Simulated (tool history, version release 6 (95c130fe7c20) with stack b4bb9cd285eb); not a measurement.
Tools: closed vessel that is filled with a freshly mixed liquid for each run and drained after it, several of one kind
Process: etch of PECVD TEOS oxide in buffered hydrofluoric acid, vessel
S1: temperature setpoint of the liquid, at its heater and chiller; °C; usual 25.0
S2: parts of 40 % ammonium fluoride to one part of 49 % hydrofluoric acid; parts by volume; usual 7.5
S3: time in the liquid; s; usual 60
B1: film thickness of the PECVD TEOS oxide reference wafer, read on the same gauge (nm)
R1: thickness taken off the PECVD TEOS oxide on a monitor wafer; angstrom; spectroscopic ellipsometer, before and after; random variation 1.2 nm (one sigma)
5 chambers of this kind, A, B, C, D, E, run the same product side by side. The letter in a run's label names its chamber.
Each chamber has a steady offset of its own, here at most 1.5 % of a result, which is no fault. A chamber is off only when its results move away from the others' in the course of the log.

run	day	S1	S2	S3	B1	R1
1A	0.183	25.0	7.5	60	110.00	3139.1
2B	0.333	25.0	7.5	60	110.00	3140.0
3D	0.621	25.0	7.5	60	110.00	3097.5
4E	0.821	25.0	7.5	60	109.95	3137.7
5C	1.008	25.0	8.5	50	110.01	2302.9
6B	1.254	25.0	8.5	50	110.00	2289.9
7C	1.396	25.0	8.5	50	110.02	2286.9
8A	1.658	25.0	8.5	50	109.99	2291.2
9E	1.883	25.0	8.5	50	110.00	2289.7
10D	2.125	25.0	7.5	60	110.02	3105.6
11A	2.350	25.0	7.5	60	110.00	3139.9
12B	2.625	25.0	7.5	60	109.98	3123.0
13E	2.850	25.0	7.5	60	110.02	3161.1
14C	3.108	25.0	7.5	60	110.01	3158.5
15D	3.375	25.0	7.5	60	110.02	3119.8
16B	3.662	25.0	7.5	60	109.99	3129.3
17E	3.888	25.0	7.5	60	110.03	3133.6
18A	4.046	20.5	9.0	60	110.01	2006.4
19D	4.325	20.5	9.0	60	110.02	2018.4
20C	4.479	20.5	9.0	60	110.02	2016.5
# day 4.612: chamber C: thermometer replaced
21C	4.758	20.5	9.0	60	110.01	2008.2
22A	4.883	20.5	9.0	60	110.02	2019.7
23B	5.104	25.0	7.5	60	110.03	3129.5
24E	5.262	25.0	7.5	60	110.02	3136.9
25D	5.542	25.0	7.5	60	109.99	3190.9
26D	5.746	25.0	7.5	75	110.03	3985.0
27E	5.921	25.0	7.5	75	109.98	3925.7
28B	6.138	25.0	7.5	75	109.99	3915.9
29C	6.296	25.0	7.5	75	110.04	3925.6
30A	6.488	25.0	7.5	75	109.97	3912.1
31A	6.729	27.0	8.5	60	109.99	3052.3
32B	6.942	27.0	8.5	60	109.99	3051.4
33E	7.175	27.0	8.5	60	110.01	3070.7
34C	7.450	27.0	8.5	60	109.96	3067.1
35D	7.662	27.0	8.5	60	109.99	3109.6

Is one chamber off against the others, does the gauge drift, or is nothing wrong? If a chamber is off, say which, and what the likeliest cause is.

Chamber D drifts away from the others.
Cause: liquid hotter than its thermometer reads (K) = 0.632.
The log may not tell that from: hydrofluoric acid flow above the setpoint (%).

Here are 4 candidates for chamber D's next run, each the usual settings with a change, their results left as question marks. Which one brings its results back in line with what the others give on the usual settings?
In line means no further than this from the other chambers' mean on the usual settings: R1 43.0 angstrom
36D-1	7.871	24.0	7.5	60		?
36D-2	7.871	25.5	7.5	60		?
36D-3	7.871	24.5	7.5	60		?
36D-4	7.871	26.0	7.5	60		?

The other chambers' mean on the usual settings: R1 3145.6 angstrom
run	R1
36D-1	3058.0
36D-2	3310.4
36D-3	3140.2
36D-4	3400.4
36D-3 brings the chamber back in line.
